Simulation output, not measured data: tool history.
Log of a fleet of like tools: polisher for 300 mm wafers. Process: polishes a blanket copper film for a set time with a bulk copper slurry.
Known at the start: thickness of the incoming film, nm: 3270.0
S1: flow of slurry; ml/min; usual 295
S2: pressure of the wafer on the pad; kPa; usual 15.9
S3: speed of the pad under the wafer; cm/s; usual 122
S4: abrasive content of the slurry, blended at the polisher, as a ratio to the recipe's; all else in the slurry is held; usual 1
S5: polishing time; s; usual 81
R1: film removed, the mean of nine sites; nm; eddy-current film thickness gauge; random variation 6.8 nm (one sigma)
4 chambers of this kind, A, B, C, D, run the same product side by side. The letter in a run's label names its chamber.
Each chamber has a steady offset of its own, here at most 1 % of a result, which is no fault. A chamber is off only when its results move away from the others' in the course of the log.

-- hour=4.9 chamber C: slurry blender recalibrated
run 1B hour=5.1 | S1=295 S2=15.9 S3=122 S4=1 S5=81 | R1=667.37
run 2D hour=9.1 | S1=295 S2=15.9 S3=122 S4=1 S5=81 | R1=669.95
run 3C hour=12.9 | S1=295 S2=15.9 S3=122 S4=1 S5=81 | R1=690.44
-- hour=13.9 chamber B: worn pad replaced by a new one
run 4A hour=17.4 | S1=295 S2=15.9 S3=122 S4=1 S5=81 | R1=665.86
run 5B hour=20.7 | S1=295 S2=15.9 S3=122 S4=1 S5=81 | R1=677.47
run 6A hour=25.5 | S1=295 S2=15.9 S3=122 S4=1 S5=81 | R1=662.84
run 7D hour=30.4 | S1=295 S2=15.9 S3=122 S4=1 S5=54 | R1=450.22
-- hour=33.4 chamber C: worn pad replaced by a new one
run 8C hour=35.1 | S1=295 S2=15.9 S3=122 S4=1 S5=54 | R1=454.86
run 9C hour=39.6 | S1=295 S2=15.9 S3=122 S4=1 S5=54 | R1=453.84
-- hour=41.0 chamber A: worn pad replaced by a new one
run 10A hour=44.1 | S1=295 S2=15.9 S3=122 S4=1 S5=54 | R1=442.29
run 11B hour=48.5 | S1=295 S2=15.9 S3=122 S4=1 S5=81 | R1=664.37
run 12D hour=51.9 | S1=295 S2=15.9 S3=122 S4=1 S5=81 | R1=679.31
run 13A hour=54.8 | S1=295 S2=15.9 S3=122 S4=1 S5=81 | R1=668.70
run 14B hour=58.2 | S1=295 S2=15.9 S3=122 S4=1 S5=81 | R1=675.08
-- hour=59.4 chamber D: slurry nozzle cleaned
run 15D hour=62.6 | S1=295 S2=15.9 S3=122 S4=1 S5=57 | R1=472.23
run 16C hour=65.8 | S1=295 S2=15.9 S3=122 S4=1 S5=57 | R1=484.91
run 17A hour=69.8 | S1=295 S2=15.9 S3=122 S4=1 S5=57 | R1=474.17
-- hour=70.3 chamber B: head pressure recalibrated
run 18D hour=73.4 | S1=295 S2=15.9 S3=122 S4=1 S5=57 | R1=477.32
run 19B hour=76.8 | S1=295 S2=15.9 S3=122 S4=1 S5=81 | R1=676.32
run 20C hour=79.4 | S1=295 S2=15.9 S3=122 S4=1 S5=81 | R1=674.83
run 21A hour=82.0 | S1=295 S2=15.9 S3=122 S4=1 S5=81 | R1=676.22
run 22C hour=84.8 | S1=295 S2=15.9 S3=122 S4=1 S5=89 | R1=735.48
-- hour=85.6 chamber B: worn pad replaced by a new one
run 23D hour=89.7 | S1=295 S2=15.9 S3=122 S4=1 S5=89 | R1=749.22
-- hour=93.0 chamber D: slurry blender recalibrated
run 24B hour=93.3 | S1=295 S2=15.9 S3=122 S4=1 S5=89 | R1=755.08
-- hour=93.7 chamber C: worn pad replaced by a new one
run 25C hour=98.4 | S1=295 S2=15.9 S3=122 S4=1 S5=89 | R1=735.34
run 26B hour=101.6 | S1=295 S2=15.9 S3=122 S4=1 S5=81 | R1=665.22
run 27A hour=106.6 | S1=295 S2=15.9 S3=122 S4=1 S5=81 | R1=670.80
run 28D hour=108.9 | S1=295 S2=15.9 S3=150 S4=1 S5=81 | R1=844.81
run 29C hour=113.5 | S1=295 S2=15.9 S3=150 S4=1 S5=81 | R1=797.71
-- hour=114.2 chamber A: worn pad replaced by a new one
run 30D hour=116.3 | S1=295 S2=15.9 S3=150 S4=1 S5=81 | R1=836.92
-- hour=116.7 chamber D: worn pad replaced by a new one
run 31B hour=120.7 | S1=295 S2=15.9 S3=150 S4=1 S5=81 | R1=819.38
-- hour=121.2 chamber B: slurry blender recalibrated
run 32A hour=125.2 | S1=295 S2=15.9 S3=122 S4=1 S5=81 | R1=670.49
run 33A hour=127.4 | S1=295 S2=15.9 S3=122 S4=1 S5=81 | R1=685.08
run 34C hour=130.0 | S1=295 S2=15.9 S3=122 S4=1 S5=81 | R1=631.49
-- hour=132.7 chamber B: slurry nozzle cleaned
run 35B hour=132.8 | S1=295 S2=15.9 S3=146 S4=1 S5=81 | R1=806.26
run 36D hour=136.5 | S1=295 S2=15.9 S3=146 S4=1 S5=81 | R1=806.20
run 37D hour=138.8 | S1=295 S2=15.9 S3=146 S4=1 S5=81 | R1=809.83
run 38B hour=141.3 | S1=295 S2=15.9 S3=146 S4=1 S5=81 | R1=812.23
run 39A hour=145.9 | S1=295 S2=15.9 S3=122 S4=1 S5=81 | R1=675.85
run 40C hour=149.7 | S1=295 S2=15.9 S3=122 S4=1 S5=81 | R1=623.40
run 41A hour=154.8 | S1=295 S2=15.9 S3=122 S4=1 S5=81 | R1=672.24

All 4 chambers run these settings next. Forecast each chamber's results:
run 42A hour=158.5 | S1=295 S2=15.9 S3=86 S4=1 S5=81 | R1=?
run 42B hour=158.5 | S1=295 S2=15.9 S3=86 S4=1 S5=81 | R1=?
run 42C hour=158.5 | S1=295 S2=15.9 S3=86 S4=1 S5=81 | R1=?
run 42D hour=158.5 | S1=295 S2=15.9 S3=86 S4=1 S5=81 | R1=?

run=42A R1=475.48
run=42B R1=479.63
run=42C R1=433.98
run=42D R1=479.11
